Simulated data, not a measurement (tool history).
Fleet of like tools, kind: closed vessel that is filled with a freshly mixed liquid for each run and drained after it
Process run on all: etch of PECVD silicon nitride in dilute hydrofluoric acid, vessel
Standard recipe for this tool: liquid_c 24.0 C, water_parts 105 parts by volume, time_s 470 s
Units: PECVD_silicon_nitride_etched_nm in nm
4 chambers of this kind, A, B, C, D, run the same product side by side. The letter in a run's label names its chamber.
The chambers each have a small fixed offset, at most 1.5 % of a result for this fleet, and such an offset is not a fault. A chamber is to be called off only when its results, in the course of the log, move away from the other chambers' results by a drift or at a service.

run,hour,liquid_c,water_parts,time_s,hours since the thermometer was replaced,hours since the hydrofluoric acid flow meter was replaced,"read-back film thickness of the PECVD silicon nitride reference wafer, read on the same gauge (nm)",PECVD_silicon_nitride_etched_nm
1D,3.7,24.0,105,470,1572.7,1029.2,60.000,25.203
2B,6.8,24.0,105,470,1268.8,666.8,60.005,25.566
3C,9.9,24.0,105,470,181.3,1151.6,60.041,25.288
4A,12.1,24.0,105,470,1563.7,588.8,59.983,25.634
5B,15.9,24.0,105,470,1277.9,675.9,59.992,25.369
6A,18.8,24.0,105,470,1570.4,595.5,60.016,25.845
7D,22.1,24.0,105,470,1591.1,1047.6,59.997,25.746
8C,24.7,19.5,90,470,196.1,1166.4,59.985,21.651
9D,28.3,19.5,90,470,1597.3,1053.8,60.029,21.780
10C,31.7,19.5,90,470,203.1,1173.4,60.003,21.723
11B,34.4,19.5,90,470,1296.4,694.4,59.996,22.189
12A,37.0,24.0,105,470,1588.6,613.7,59.988,25.589
13A,41.0,24.0,105,470,1592.6,617.7,59.962,25.856
14B,44.2,24.0,105,470,1306.2,704.2,60.006,25.656
15D,46.1,24.0,150,625,1615.1,1071.6,60.001,23.108
16C,48.1,24.0,150,625,219.5,1189.8,59.996,23.612
17D,52.0,24.0,150,625,1621.0,1077.5,60.017,23.684
18A,54.4,24.0,150,625,1606.0,631.1,60.021,25.150
19B,57.0,24.0,105,470,1319.0,717.0,60.010,25.244
20C,60.7,24.0,105,470,232.1,1202.4,59.994,25.658
21A,64.8,24.0,105,470,1616.4,641.5,60.004,27.413
22C,67.7,24.0,105,470,239.1,1209.4,60.020,24.997
23B,71.5,24.0,105,470,1333.5,731.5,60.017,25.329
24D,75.4,24.0,105,470,1644.4,1100.9,59.986,25.315
25B,79.3,24.0,105,470,1341.3,739.3,60.009,25.661
26D,82.8,24.0,105,470,1651.8,1108.3,59.983,25.265
27A,86.5,24.0,105,470,1638.1,663.2,60.006,28.269
28C,88.4,24.0,105,470,259.8,1230.1,60.004,24.871

Is one chamber out of step, is the gauge drifting, or do the chambers differ by no more than their own small offsets? For an off chamber, give its letter and the likeliest cause.

Little by little, chamber A moves away from the other chambers.
Likeliest cause: hydrofluoric acid flow above the setpoint (%) = 11.
Not necessarily distinguishable in this log from: liquid hotter than its thermometer reads (K).

Which of the 4 candidates below, each the usual settings with something changed and its results left as question marks, puts chamber A back in line with what the other chambers give on the usual settings?
Maximum distance from the other chambers' mean on the usual settings for a result to count as in line: PECVD_silicon_nitride_etched_nm 0.820 nm
29A-1,91.5,24.0,105,455,,,,?
29A-2,91.5,24.0,110,435,,,,?
29A-3,91.5,24.0,100,470,,,,?
29A-4,91.5,24.0,100,505,,,,?

Usual-settings mean across the other chambers: PECVD_silicon_nitride_etched_nm 25.405 nm
run,PECVD_silicon_nitride_etched_nm
29A-1,27.735
29A-2,25.344
29A-3,30.041
29A-4,32.278
29A-2 is the one that brings the chamber's results back in line with the other chambers.
